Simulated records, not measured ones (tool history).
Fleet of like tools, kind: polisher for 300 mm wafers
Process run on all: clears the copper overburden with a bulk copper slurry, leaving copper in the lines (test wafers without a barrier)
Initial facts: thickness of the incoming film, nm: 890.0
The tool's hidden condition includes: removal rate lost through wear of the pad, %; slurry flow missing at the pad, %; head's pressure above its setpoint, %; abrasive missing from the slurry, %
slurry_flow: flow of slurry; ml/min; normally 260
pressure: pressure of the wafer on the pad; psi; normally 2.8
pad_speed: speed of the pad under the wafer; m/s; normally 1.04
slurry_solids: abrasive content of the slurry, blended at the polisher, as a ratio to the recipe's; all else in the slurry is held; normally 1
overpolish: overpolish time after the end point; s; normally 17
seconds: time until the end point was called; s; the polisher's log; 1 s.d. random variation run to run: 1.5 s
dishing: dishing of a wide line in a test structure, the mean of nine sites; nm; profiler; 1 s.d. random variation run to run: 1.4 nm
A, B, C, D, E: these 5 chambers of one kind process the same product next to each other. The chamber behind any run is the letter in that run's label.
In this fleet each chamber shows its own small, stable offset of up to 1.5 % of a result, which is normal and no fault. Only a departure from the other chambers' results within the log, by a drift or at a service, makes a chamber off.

run,hour,slurry_flow,pressure,pad_speed,slurry_solids,overpolish,wafers polished on this pad,hours since the slurry nozzle was cleaned,hours since the head pressure was calibrated,hours since the slurry blender was calibrated,seconds,dishing
# hour 6.9: chamber A: worn pad replaced by a new one
1D,9.5,260,2.8,1.04,1,17,296,87.8,40.3,19.6,96.181,70.165
# hour 13: chamber C: worn pad replaced by a new one
2A,16.1,260,2.8,1.04,1,17,57,534.6,481.2,147.9,98.284,68.746
3C,23.7,260,2.8,1.04,1,17,66,337.4,340.3,77.8,100.22,69.582
4E,32.1,260,2.8,1.04,1,17,560,62.1,994,273.2,103.02,69.427
# hour 38.7: chamber E: worn pad replaced by a new one
5B,40.3,260,2.8,1.04,1,17,1240,134,95.7,494.2,100.44,67.818
6B,44.7,260,2.8,1.04,1,17,1267,138.4,100.1,498.6,98.244,65.908
7A,50,260,2.8,1.04,1,17,265,568.5,515.1,181.8,98.891,68.627
# hour 50.3: chamber E: slurry blender recalibrated
8C,58.2,260,2.8,1.04,1,17,278,371.9,374.8,112.3,97.285,65.871
9E,65.6,260,3.7,1.04,1,21,165,95.6,1027.5,15.3,73.089,86.524
10D,73.2,260,3.7,1.04,1,21,687,151.5,104,83.3,73.284,88.62
11A,81.2,260,3.7,1.04,1,21,457,599.7,546.3,213,76.117,85.638
# hour 82.6: chamber B: slurry blender recalibrated
12C,87.4,260,3.7,1.04,1,21,457,401.1,404,141.5,75.432,87.636
# hour 89.4: chamber A: worn pad replaced by a new one
13B,94.6,260,3.7,1.04,1,21,1574,188.3,150,12,77.768,85.486
14D,100.8,260,2.8,1.04,1,17,857,179.1,131.6,110.9,97.998,67.661
15E,110.2,260,2.8,1.04,1,17,439,140.2,1072.1,59.9,100.35,68.003
16D,116.8,260,2.8,1.04,1,17,955,195.1,147.6,126.9,96.588,68.169
17C,121.5,260,2.8,1.04,1,17,667,435.2,438.1,175.6,100.39,64.438
# hour 124.4: chamber E: worn pad replaced by a new one
18A,126.4,260,2.8,1.04,1,17,227,644.9,591.5,258.2,100.66,66.796
19B,133.7,260,2.8,1.04,1,17,1814,227.4,189.1,51.1,106.61,68.054
# hour 138.2: chamber B: slurry nozzle cleaned
# hour 138.7: chamber D: worn pad replaced by a new one
20E,140.8,260,2.8,1.04,1,17,101,170.8,1102.7,90.5,102.92,66.215
21B,145.1,260,2.8,1.04,1,17,1884,6.9,200.5,62.5,102.64,66.018
22C,151.1,260,2.8,1.04,1,17,849,464.8,467.7,205.2,100.37,68.219
23D,158.9,210,2.8,1.04,1,17,124,237.2,189.7,169,98.598,67.622
24A,164.7,210,2.8,1.04,1,17,463,683.2,629.8,296.5,103.15,67.816
# hour 165.7: chamber A: worn pad replaced by a new one
# hour 168.2: chamber C: slurry blender recalibrated
25E,170.3,210,2.8,1.04,1,17,282,200.3,1132.2,120,106.02,67.711
26A,175.6,210,2.8,1.04,1,17,61,694.1,640.7,307.4,102.89,64.289
27D,182.9,210,2.8,1.04,1,17,272,261.2,213.7,193,100.51,68.306
28C,192.8,260,2.8,1.04,1,17,1105,506.5,509.4,24.6,97.7,68.867
# hour 193.3: chamber C: worn pad replaced by a new one
# hour 196.1: chamber D: slurry nozzle cleaned
29B,202.7,260,2.8,1.04,1,17,2239,64.5,258.1,120.1,110.44,64.385
30E,207.5,260,2.8,1.04,1,17,511,237.5,1169.4,157.2,98.786,68.303
31E,213.2,260,2.8,1.04,1,17,546,243.2,1175.1,162.9,101.1,66.518
32D,223,260,2.8,1.04,1,17,518,27,253.8,233.1,94.904,66.559
33A,230.2,260,2.8,1.04,1,17,396,748.7,695.3,362,100.04,67.401
34C,238.4,260,2.8,1.04,1,17,277,552.1,555,70.2,99.031,66.498
35B,243.5,260,2.8,1.04,1,17,2489,105.3,298.9,160.9,111.37,62.061

Each of the 5 chambers runs these same settings next. Fill in every chamber's results:
36A,250.8,260,2.8,1.04,1,26,,,,,?,?
36B,250.8,260,2.8,1.04,1,26,,,,,?,?
36C,250.8,260,2.8,1.04,1,26,,,,,?,?
36D,250.8,260,2.8,1.04,1,26,,,,,?,?
36E,250.8,260,2.8,1.04,1,26,,,,,?,?

run,seconds,dishing
36A,102.11,83.004
36B,112.32,76.305
36C,102.31,78.715
36D,95.968,80.653
36E,102.86,80.791
